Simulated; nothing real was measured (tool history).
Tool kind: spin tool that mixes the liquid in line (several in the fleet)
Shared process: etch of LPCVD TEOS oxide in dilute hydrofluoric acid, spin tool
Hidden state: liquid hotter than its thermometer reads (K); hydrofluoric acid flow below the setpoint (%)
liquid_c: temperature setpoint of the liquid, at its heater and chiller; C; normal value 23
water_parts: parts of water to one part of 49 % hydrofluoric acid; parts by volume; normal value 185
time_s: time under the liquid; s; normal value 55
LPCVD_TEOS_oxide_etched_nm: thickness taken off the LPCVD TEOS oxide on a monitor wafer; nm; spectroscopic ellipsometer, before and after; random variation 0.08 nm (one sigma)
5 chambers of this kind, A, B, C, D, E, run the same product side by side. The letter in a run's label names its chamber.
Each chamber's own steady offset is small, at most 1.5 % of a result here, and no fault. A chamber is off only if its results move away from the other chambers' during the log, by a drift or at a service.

run,hour,liquid_c,water_parts,time_s,hours since the thermometer was replaced,hours since the hydrofluoric acid flow meter was replaced,"read-back film thickness of the LPCVD TEOS oxide reference wafer, read on the same gauge (nm)",LPCVD_TEOS_oxide_etched_nm
1E,10.4,23,185,55,715.4,1190.1,150,8.9632
2C,21.4,23,185,55,1145.6,615.3,149.99,8.8317
3B,29.7,23,185,55,106.4,1034.8,150.02,9.0465
4A,37.6,23,185,55,143.8,501.3,149.96,8.81
5D,45.6,23,185,55,117.2,156.3,150,8.8994
6D,52.8,23,185,55,124.4,163.5,150.05,9.0537
7C,60.3,24.5,185,80,1184.5,654.2,149.96,13.78
8A,69.5,24.5,185,80,175.7,533.2,150,13.595
9E,80.7,24.5,185,80,785.7,1260.4,149.99,14.022
10B,86.9,24.5,185,80,163.6,1092,149.98,13.764
# hour 90.1: chamber A: hydrofluoric acid flow meter replaced
11B,93.1,24.5,185,80,169.8,1098.2,149.97,13.602
12C,101,23,185,55,1225.2,694.9,150.03,8.9034
13D,112.1,23,185,55,183.7,222.8,149.97,9.0622
14E,119.6,23,185,55,824.6,1299.3,150.01,8.8525
15A,132.3,27,250,55,238.5,42.2,149.99,7.0509
16E,138.6,27,250,55,843.6,1318.3,150,7.112
17D,150,27,250,55,221.6,260.7,149.98,7.0194
18B,158.2,27,250,55,234.9,1163.3,150.02,6.8157
19A,170.7,27,250,55,276.9,80.6,149.99,7.1123
20C,179.3,23,185,55,1303.5,773.2,150,9.0638
21B,186,23,185,55,262.7,1191.1,150,8.4257
22D,198.6,23,185,55,270.2,309.3,150.02,8.8562
23A,209.5,23,185,55,315.7,119.4,149.96,8.904
24E,215.9,23,115,65,920.9,1395.6,149.98,18.041
25C,222.5,23,115,65,1346.7,816.4,149.95,18.497
26E,234.9,23,115,65,939.9,1414.6,150.01,18.128
27B,241.8,23,115,65,318.5,1246.9,149.99,16.934
28A,250.9,23,115,65,357.1,160.8,150,17.787
29D,258.8,23,185,55,330.4,369.5,149.99,9.0717
30C,270.5,23,185,55,1394.7,864.4,150,8.9158
31D,280.3,23,185,55,351.9,391,149.96,8.874
32B,290.6,23,185,55,367.3,1295.7,150.03,8.1857
33A,298.3,23,185,55,404.5,208.2,150.05,8.7947
34E,306.2,23,185,55,1011.2,1485.9,150.01,8.9668
35C,315.4,23,185,55,1439.6,909.3,150,8.8134
36C,323.8,28,145,55,1448,917.7,149.97,14.31

Decide between three cases: one chamber stands off from its peers, the gauge reading all wafers drifts, or nothing is wrong past each chamber's small offset. Where a chamber is off, say which and what most likely put it there.

It is chamber B that slowly wanders off from its peers.
Cause: hydrofluoric acid flow below the setpoint (%) = 9.22.
Not necessarily distinguishable in this log from: liquid colder than its thermometer reads (K).

Here are 4 candidates for chamber B's next run, each the usual settings with a change, their results left as question marks. Which one brings its results back in line with what the others give on the usual settings?
Allowed miss from the other chambers' usual-settings mean, per result, to count as in line: LPCVD_TEOS_oxide_etched_nm 0.28 nm
37B-1,332.9,23,180,60,,,,?
37B-2,332.9,20,185,55,,,,?
37B-3,332.9,23,195,55,,,,?
37B-4,332.9,24.5,185,55,,,,?

Other chambers, usual settings, mean: LPCVD_TEOS_oxide_etched_nm 8.919 nm
run,LPCVD_TEOS_oxide_etched_nm
37B-1,8.9499
37B-2,7.0994
37B-3,7.451
37B-4,8.3857
With 37B-1, the chamber falls back in line with the rest.

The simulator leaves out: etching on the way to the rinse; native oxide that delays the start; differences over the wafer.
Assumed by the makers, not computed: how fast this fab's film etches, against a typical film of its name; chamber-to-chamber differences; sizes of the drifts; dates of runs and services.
